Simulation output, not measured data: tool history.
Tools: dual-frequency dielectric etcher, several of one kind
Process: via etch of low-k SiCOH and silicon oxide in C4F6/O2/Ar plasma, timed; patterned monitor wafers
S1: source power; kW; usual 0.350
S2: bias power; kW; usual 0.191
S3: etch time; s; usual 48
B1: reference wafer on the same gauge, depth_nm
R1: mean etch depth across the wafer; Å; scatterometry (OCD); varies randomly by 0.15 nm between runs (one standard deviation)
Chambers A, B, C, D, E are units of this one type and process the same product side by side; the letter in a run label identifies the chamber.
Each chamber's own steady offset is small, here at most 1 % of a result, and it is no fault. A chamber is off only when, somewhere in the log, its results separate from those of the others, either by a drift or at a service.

{"run": "1D", "hour": 4.9, "S1": 0.35, "S2": 0.191, "S3": 48, "B1": 110.01, "R1": 1094.7}
{"hour": 9.9, "done": "chamber C: wet clean of the chamber"}
{"run": "2C", "hour": 11.4, "S1": 0.35, "S2": 0.191, "S3": 48, "B1": 110.03, "R1": 1103.0}
{"run": "3B", "hour": 21.8, "S1": 0.35, "S2": 0.191, "S3": 48, "B1": 110.05, "R1": 1104.8}
{"run": "4A", "hour": 31.3, "S1": 0.35, "S2": 0.191, "S3": 48, "B1": 110.05, "R1": 1096.4}
{"run": "5E", "hour": 37.3, "S1": 0.35, "S2": 0.191, "S3": 48, "B1": 110.05, "R1": 1104.0}
{"run": "6C", "hour": 44.8, "S1": 0.35, "S2": 0.191, "S3": 48, "B1": 110.1, "R1": 1105.1}
{"run": "7E", "hour": 52.1, "S1": 0.35, "S2": 0.191, "S3": 48, "B1": 110.08, "R1": 1106.7}
{"run": "8A", "hour": 60.5, "S1": 0.35, "S2": 0.191, "S3": 48, "B1": 110.15, "R1": 1096.9}
{"run": "9D", "hour": 66.5, "S1": 0.35, "S2": 0.191, "S3": 48, "B1": 110.1, "R1": 1100.2}
{"run": "10B", "hour": 77.5, "S1": 0.35, "S2": 0.191, "S3": 48, "B1": 110.18, "R1": 1105.3}
{"run": "11C", "hour": 86.0, "S1": 0.35, "S2": 0.191, "S3": 48, "B1": 110.18, "R1": 1102.1}
{"hour": 87.0, "done": "chamber D: wet clean of the chamber"}
{"run": "12E", "hour": 95.2, "S1": 0.35, "S2": 0.191, "S3": 48, "B1": 110.17, "R1": 1105.2}
{"run": "13A", "hour": 102.5, "S1": 0.35, "S2": 0.191, "S3": 48, "B1": 110.22, "R1": 1096.8}
{"run": "14D", "hour": 111.4, "S1": 0.35, "S2": 0.191, "S3": 48, "B1": 110.17, "R1": 1097.9}
{"run": "15B", "hour": 118.6, "S1": 0.35, "S2": 0.191, "S3": 48, "B1": 110.22, "R1": 1106.0}
{"run": "16D", "hour": 126.8, "S1": 0.35, "S2": 0.191, "S3": 48, "B1": 110.24, "R1": 1097.5}
{"run": "17E", "hour": 134.0, "S1": 0.35, "S2": 0.191, "S3": 48, "B1": 110.3, "R1": 1109.0}
{"run": "18B", "hour": 139.9, "S1": 0.35, "S2": 0.191, "S3": 48, "B1": 110.25, "R1": 1106.1}
{"run": "19A", "hour": 150.5, "S1": 0.38, "S2": 0.191, "S3": 48, "B1": 110.27, "R1": 1132.0}
{"run": "20C", "hour": 157.8, "S1": 0.38, "S2": 0.191, "S3": 48, "B1": 110.37, "R1": 1141.1}
{"run": "21D", "hour": 168.4, "S1": 0.38, "S2": 0.191, "S3": 48, "B1": 110.34, "R1": 1135.7}
{"run": "22A", "hour": 179.0, "S1": 0.38, "S2": 0.191, "S3": 48, "B1": 110.32, "R1": 1132.6}
{"run": "23C", "hour": 188.4, "S1": 0.38, "S2": 0.191, "S3": 48, "B1": 110.36, "R1": 1145.4}
{"run": "24B", "hour": 196.2, "S1": 0.35, "S2": 0.191, "S3": 48, "B1": 110.35, "R1": 1110.1}
{"run": "25E", "hour": 201.8, "S1": 0.35, "S2": 0.191, "S3": 48, "B1": 110.37, "R1": 1110.2}
{"run": "26E", "hour": 207.4, "S1": 0.35, "S2": 0.191, "S3": 48, "B1": 110.37, "R1": 1112.3}
{"run": "27C", "hour": 217.4, "S1": 0.35, "S2": 0.191, "S3": 48, "B1": 110.43, "R1": 1108.1}
{"run": "28A", "hour": 228.5, "S1": 0.35, "S2": 0.191, "S3": 48, "B1": 110.45, "R1": 1101.0}
{"run": "29D", "hour": 234.8, "S1": 0.35, "S2": 0.191, "S3": 48, "B1": 110.44, "R1": 1104.7}
{"run": "30B", "hour": 240.2, "S1": 0.35, "S2": 0.191, "S3": 48, "B1": 110.46, "R1": 1108.9}
{"hour": 244.1, "done": "chamber A: bias power generator calibrated"}
{"run": "31D", "hour": 250.0, "S1": 0.35, "S2": 0.191, "S3": 48, "B1": 110.49, "R1": 1105.6}
{"run": "32C", "hour": 259.8, "S1": 0.35, "S2": 0.191, "S3": 48, "B1": 110.49, "R1": 1112.3}
{"run": "33A", "hour": 265.3, "S1": 0.35, "S2": 0.191, "S3": 48, "B1": 110.53, "R1": 1098.1}
{"run": "34E", "hour": 275.9, "S1": 0.35, "S2": 0.191, "S3": 48, "B1": 110.54, "R1": 1108.7}
{"run": "35B", "hour": 284.2, "S1": 0.35, "S2": 0.191, "S3": 48, "B1": 110.52, "R1": 1110.0}
{"run": "36D", "hour": 294.6, "S1": 0.35, "S2": 0.191, "S3": 48, "B1": 110.56, "R1": 1103.7}
{"hour": 296.2, "done": "chamber A: wet clean of the chamber"}
{"run": "37B", "hour": 305.3, "S1": 0.35, "S2": 0.191, "S3": 48, "B1": 110.57, "R1": 1107.8}
{"run": "38A", "hour": 313.4, "S1": 0.35, "S2": 0.191, "S3": 48, "B1": 110.58, "R1": 1100.9}
{"run": "39C", "hour": 323.7, "S1": 0.35, "S2": 0.191, "S3": 48, "B1": 110.59, "R1": 1108.5}

Next, all 5 chambers run the settings below, one line each with question marks for the results. What does each chamber give?
{"run": "40A", "hour": 331.7, "S1": 0.35, "S2": 0.191, "S3": 48, "R1": "?"}
{"run": "40B", "hour": 331.7, "S1": 0.35, "S2": 0.191, "S3": 48, "R1": "?"}
{"run": "40C", "hour": 331.7, "S1": 0.35, "S2": 0.191, "S3": 48, "R1": "?"}
{"run": "40D", "hour": 331.7, "S1": 0.35, "S2": 0.191, "S3": 48, "R1": "?"}
{"run": "40E", "hour": 331.7, "S1": 0.35, "S2": 0.191, "S3": 48, "R1": "?"}

run=40A R1=1099.7
run=40B R1=1110.5
run=40C R1=1110.4
run=40D R1=1103.7
run=40E R1=1108.0
